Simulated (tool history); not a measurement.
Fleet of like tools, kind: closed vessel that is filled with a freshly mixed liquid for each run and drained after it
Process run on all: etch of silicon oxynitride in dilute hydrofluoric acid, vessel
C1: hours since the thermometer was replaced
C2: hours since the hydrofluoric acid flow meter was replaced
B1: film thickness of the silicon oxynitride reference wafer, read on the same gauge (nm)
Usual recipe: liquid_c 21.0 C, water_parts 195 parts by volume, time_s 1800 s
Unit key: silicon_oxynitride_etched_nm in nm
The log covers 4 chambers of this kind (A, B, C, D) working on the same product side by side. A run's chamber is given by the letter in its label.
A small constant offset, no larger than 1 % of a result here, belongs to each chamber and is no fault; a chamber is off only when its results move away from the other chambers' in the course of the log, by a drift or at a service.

run 1D hour=3.7 | liquid_c=21.0 water_parts=195 time_s=1800 | C1=182.2 C2=1215.9 | B1=130.00 | silicon_oxynitride_etched_nm=19.978
run 2A hour=8.3 | liquid_c=21.0 water_parts=195 time_s=1800 | C1=1472.1 C2=993.9 | B1=130.03 | silicon_oxynitride_etched_nm=20.251
run 3B hour=15.2 | liquid_c=21.0 water_parts=195 time_s=1800 | C1=2236.0 C2=372.3 | B1=130.00 | silicon_oxynitride_etched_nm=20.165
run 4C hour=20.1 | liquid_c=21.0 water_parts=195 time_s=1800 | C1=279.1 C2=964.7 | B1=129.97 | silicon_oxynitride_etched_nm=19.952
run 5A hour=24.3 | liquid_c=21.0 water_parts=195 time_s=1800 | C1=1488.1 C2=1009.9 | B1=130.00 | silicon_oxynitride_etched_nm=19.997
run 6D hour=32.2 | liquid_c=21.0 water_parts=195 time_s=1800 | C1=210.7 C2=1244.4 | B1=130.01 | silicon_oxynitride_etched_nm=19.858
run 7C hour=35.8 | liquid_c=21.0 water_parts=195 time_s=1800 | C1=294.8 C2=980.4 | B1=129.98 | silicon_oxynitride_etched_nm=19.743
run 8B hour=42.8 | liquid_c=21.0 water_parts=195 time_s=1800 | C1=2263.6 C2=399.9 | B1=130.00 | silicon_oxynitride_etched_nm=20.171
run 9B hour=46.9 | liquid_c=21.0 water_parts=195 time_s=1800 | C1=2267.7 C2=404.0 | B1=130.02 | silicon_oxynitride_etched_nm=20.200
run 10D hour=52.0 | liquid_c=21.0 water_parts=195 time_s=2160 | C1=230.5 C2=1264.2 | B1=130.00 | silicon_oxynitride_etched_nm=23.957
run 11A hour=59.0 | liquid_c=21.0 water_parts=195 time_s=2160 | C1=1522.8 C2=1044.6 | B1=129.98 | silicon_oxynitride_etched_nm=24.247
run 12C hour=66.3 | liquid_c=21.0 water_parts=195 time_s=2160 | C1=325.3 C2=1010.9 | B1=129.99 | silicon_oxynitride_etched_nm=23.877
run 13A hour=70.1 | liquid_c=21.0 water_parts=195 time_s=2160 | C1=1533.9 C2=1055.7 | B1=129.97 | silicon_oxynitride_etched_nm=24.145
run 14C hour=78.0 | liquid_c=21.0 water_parts=195 time_s=1800 | C1=337.0 C2=1022.6 | B1=130.05 | silicon_oxynitride_etched_nm=20.028
run 15B hour=83.5 | liquid_c=24.0 water_parts=245 time_s=1800 | C1=2304.3 C2=440.6 | B1=130.02 | silicon_oxynitride_etched_nm=17.746
run 16D hour=91.1 | liquid_c=24.0 water_parts=245 time_s=1800 | C1=269.6 C2=1303.3 | B1=129.99 | silicon_oxynitride_etched_nm=17.478
run 17B hour=97.3 | liquid_c=24.0 water_parts=245 time_s=1800 | C1=2318.1 C2=454.4 | B1=130.04 | silicon_oxynitride_etched_nm=17.809
run 18D hour=103.5 | liquid_c=24.0 water_parts=245 time_s=1800 | C1=282.0 C2=1315.7 | B1=130.00 | silicon_oxynitride_etched_nm=17.601
run 19C hour=109.0 | liquid_c=21.0 water_parts=195 time_s=1800 | C1=368.0 C2=1053.6 | B1=129.99 | silicon_oxynitride_etched_nm=20.146
run 20A hour=116.2 | liquid_c=21.0 water_parts=195 time_s=1800 | C1=1580.0 C2=1101.8 | B1=130.01 | silicon_oxynitride_etched_nm=20.206
run 21C hour=121.3 | liquid_c=21.0 water_parts=195 time_s=1800 | C1=380.3 C2=1065.9 | B1=130.01 | silicon_oxynitride_etched_nm=20.250
run 22D hour=128.7 | liquid_c=21.0 water_parts=195 time_s=1800 | C1=307.2 C2=1340.9 | B1=129.99 | silicon_oxynitride_etched_nm=19.922
run 23A hour=133.5 | liquid_c=21.0 water_parts=195 time_s=1800 | C1=1597.3 C2=1119.1 | B1=130.00 | silicon_oxynitride_etched_nm=20.169
run 24B hour=137.2 | liquid_c=24.0 water_parts=195 time_s=1465 | C1=2358.0 C2=494.3 | B1=129.99 | silicon_oxynitride_etched_nm=18.833
run 25D hour=141.0 | liquid_c=24.0 water_parts=195 time_s=1465 | C1=319.5 C2=1353.2 | B1=129.99 | silicon_oxynitride_etched_nm=18.627
run 26C hour=147.8 | liquid_c=24.0 water_parts=195 time_s=1465 | C1=406.8 C2=1092.4 | B1=129.99 | silicon_oxynitride_etched_nm=19.067
run 27B hour=153.3 | liquid_c=24.0 water_parts=195 time_s=1465 | C1=2374.1 C2=510.4 | B1=130.05 | silicon_oxynitride_etched_nm=18.823
run 28A hour=157.3 | liquid_c=21.0 water_parts=195 time_s=1800 | C1=1621.1 C2=1142.9 | B1=129.97 | silicon_oxynitride_etched_nm=20.103
run 29D hour=162.6 | liquid_c=21.0 water_parts=195 time_s=1800 | C1=341.1 C2=1374.8 | B1=130.03 | silicon_oxynitride_etched_nm=19.805
run 30A hour=168.1 | liquid_c=21.0 water_parts=195 time_s=1800 | C1=1631.9 C2=1153.7 | B1=130.02 | silicon_oxynitride_etched_nm=20.078
run 31B hour=174.5 | liquid_c=21.0 water_parts=195 time_s=2205 | C1=2395.3 C2=531.6 | B1=129.98 | silicon_oxynitride_etched_nm=24.664
run 32C hour=182.6 | liquid_c=21.0 water_parts=195 time_s=2205 | C1=441.6 C2=1127.2 | B1=129.97 | silicon_oxynitride_etched_nm=25.143
run 33D hour=188.4 | liquid_c=21.0 water_parts=195 time_s=2205 | C1=366.9 C2=1400.6 | B1=129.98 | silicon_oxynitride_etched_nm=24.398
run 34A hour=195.9 | liquid_c=21.0 water_parts=195 time_s=2205 | C1=1659.7 C2=1181.5 | B1=130.01 | silicon_oxynitride_etched_nm=24.733
run 35B hour=202.7 | liquid_c=21.0 water_parts=195 time_s=1800 | C1=2423.5 C2=559.8 | B1=129.97 | silicon_oxynitride_etched_nm=20.136
run 36C hour=209.1 | liquid_c=21.0 water_parts=195 time_s=1800 | C1=468.1 C2=1153.7 | B1=129.98 | silicon_oxynitride_etched_nm=20.536
run 37A hour=212.6 | liquid_c=21.0 water_parts=195 time_s=1800 | C1=1676.4 C2=1198.2 | B1=129.99 | silicon_oxynitride_etched_nm=20.082
run 38C hour=220.1 | liquid_c=21.0 water_parts=195 time_s=1800 | C1=479.1 C2=1164.7 | B1=130.02 | silicon_oxynitride_etched_nm=20.671
run 39B hour=224.9 | liquid_c=21.0 water_parts=195 time_s=1800 | C1=2445.7 C2=582.0 | B1=130.00 | silicon_oxynitride_etched_nm=20.233

Is one chamber off against the others, does the gauge drift, or is nothing wrong? If a chamber is off, say which, and what the likeliest cause is.

One chamber, C, drifts off from the rest bit by bit.
What lies behind it: hydrofluoric acid flow above the setpoint (%) = 3.89.
With only this log, it may be confused with: liquid hotter than its thermometer reads (K).

Here are 4 candidates for chamber C's next run, each the usual settings with a change, their results left as question marks. Which one brings its results back in line with what the others give on the usual settings?
To be in line, a result may differ from the other chambers' mean on the usual settings by at most: silicon_oxynitride_etched_nm 0.280 nm
run 40C-1 hour=230.6 | liquid_c=21.0 water_parts=200 time_s=1745 | silicon_oxynitride_etched_nm=?
run 40C-2 hour=230.6 | liquid_c=21.0 water_parts=195 time_s=1745 | silicon_oxynitride_etched_nm=?
run 40C-3 hour=230.6 | liquid_c=21.0 water_parts=195 time_s=1865 | silicon_oxynitride_etched_nm=?
run 40C-4 hour=230.6 | liquid_c=21.0 water_parts=195 time_s=1910 | silicon_oxynitride_etched_nm=?

Usual-settings mean across the other chambers: silicon_oxynitride_etched_nm 20.080 nm
run=40C-1 silicon_oxynitride_etched_nm=19.623
run=40C-2 silicon_oxynitride_etched_nm=20.188
run=40C-3 silicon_oxynitride_etched_nm=21.576
run=40C-4 silicon_oxynitride_etched_nm=22.097
The right change is 40C-2: it brings the chamber back within the allowed miss of the others.
